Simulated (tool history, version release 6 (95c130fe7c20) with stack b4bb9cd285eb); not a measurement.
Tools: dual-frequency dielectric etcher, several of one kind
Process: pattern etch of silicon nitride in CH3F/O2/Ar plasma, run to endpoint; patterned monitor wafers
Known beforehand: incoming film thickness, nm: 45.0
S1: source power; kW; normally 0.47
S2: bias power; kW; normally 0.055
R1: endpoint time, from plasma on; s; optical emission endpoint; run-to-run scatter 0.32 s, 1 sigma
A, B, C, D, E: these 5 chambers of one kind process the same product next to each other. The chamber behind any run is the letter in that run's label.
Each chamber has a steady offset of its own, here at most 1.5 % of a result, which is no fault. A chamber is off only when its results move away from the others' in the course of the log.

| run | hour | S1 | S2 | R1 |
|---|---|---|---|---|
| 1D | 5.7 | 0.47 | 0.055 | 66.982 |
| 2E | 11.3 | 0.47 | 0.055 | 66.591 |
| 3C | 17.5 | 0.47 | 0.055 | 66.343 |
| 4A | 24.1 | 0.47 | 0.055 | 65.906 |
| 5B | 28.8 | 0.47 | 0.055 | 66.088 |
|  | 33.2 | chamber C: wet clean of the chamber |
| 6D | 36.3 | 0.47 | 0.055 | 66.803 |
| 7B | 42.2 | 0.47 | 0.055 | 66.38 |
| 8E | 49.1 | 0.47 | 0.055 | 66.715 |
| 9C | 53.1 | 0.47 | 0.055 | 66.579 |
| 10A | 59.2 | 0.37 | 0.05 | 74.682 |
| 11C | 65.7 | 0.37 | 0.05 | 75.928 |
| 12B | 70.1 | 0.37 | 0.05 | 75.03 |
| 13A | 75.8 | 0.37 | 0.05 | 74.53 |
| 14E | 82.2 | 0.37 | 0.05 | 76.115 |
| 15D | 87 | 0.47 | 0.055 | 67.228 |
| 16C | 93.3 | 0.47 | 0.055 | 67.172 |
| 17D | 97.4 | 0.47 | 0.055 | 66.821 |
| 18E | 104.9 | 0.47 | 0.055 | 66.966 |
| 19B | 109.9 | 0.47 | 0.055 | 66.059 |
| 20A | 114.7 | 0.47 | 0.055 | 65.878 |
| 21A | 121.7 | 0.47 | 0.055 | 66.15 |
| 22D | 126.7 | 0.47 | 0.055 | 67.254 |
| 23B | 131.4 | 0.47 | 0.055 | 66.123 |
| 24E | 135 | 0.47 | 0.055 | 67.611 |
| 25C | 139 | 0.47 | 0.055 | 67.113 |
| 26C | 144.9 | 0.47 | 0.055 | 67.267 |
| 27A | 150.5 | 0.47 | 0.055 | 65.671 |
| 28D | 153.9 | 0.47 | 0.055 | 66.702 |
| 29B | 159.3 | 0.47 | 0.055 | 66.092 |
| 30E | 164.7 | 0.47 | 0.055 | 68.297 |
|  | 165.1 | chamber A: wet clean of the chamber |
| 31D | 171.1 | 0.47 | 0.055 | 67.233 |
| 32E | 176.3 | 0.47 | 0.055 | 68.694 |
| 33C | 180.2 | 0.47 | 0.055 | 67.134 |
| 34B | 185.9 | 0.47 | 0.055 | 66.022 |
| 35A | 189.5 | 0.47 | 0.055 | 66.329 |
| 36D | 194.3 | 0.47 | 0.055 | 67.507 |
| 37A | 197.9 | 0.47 | 0.055 | 66.625 |
| 38C | 202.4 | 0.51 | 0.055 | 65.524 |
| 39B | 206.3 | 0.51 | 0.055 | 64.133 |
| 40E | 209.9 | 0.51 | 0.055 | 67.339 |
| 41C | 215 | 0.51 | 0.055 | 65.109 |
| 42B | 222.5 | 0.51 | 0.055 | 63.885 |

What goes on in this fleet: one chamber off, a drifting gauge, or nothing beyond the chambers' own small offsets? Name the chamber and the cause, if any.

It is chamber E that slowly wanders off from its peers.
Most likely cause: etch rate under this chamber's usual, % = 3.91.

Here are 4 candidates for chamber E's next run, each the usual settings with a change, their results left as question marks. Which one brings its results back in line with what the others give on the usual settings?
To be in line, a result may differ from the other chambers' mean on the usual settings by at most: R1 1.1 s
| 43E-1 | 227.9 | 0.47 | 0.048 | ? |
| 43E-2 | 227.9 | 0.53 | 0.061 | ? |
| 43E-3 | 227.9 | 0.38 | 0.055 | ? |
| 43E-4 | 227.9 | 0.5 | 0.058 | ? |

The other chambers' mean on the usual settings: R1 66.626 s
| run | R1 |
|---|---|
| 43E-1 | 72.491 |
| 43E-2 | 64.159 |
| 43E-3 | 75.59 |
| 43E-4 | 66.707 |
The right change is 43E-4: it brings the chamber back within the allowed miss of the others.
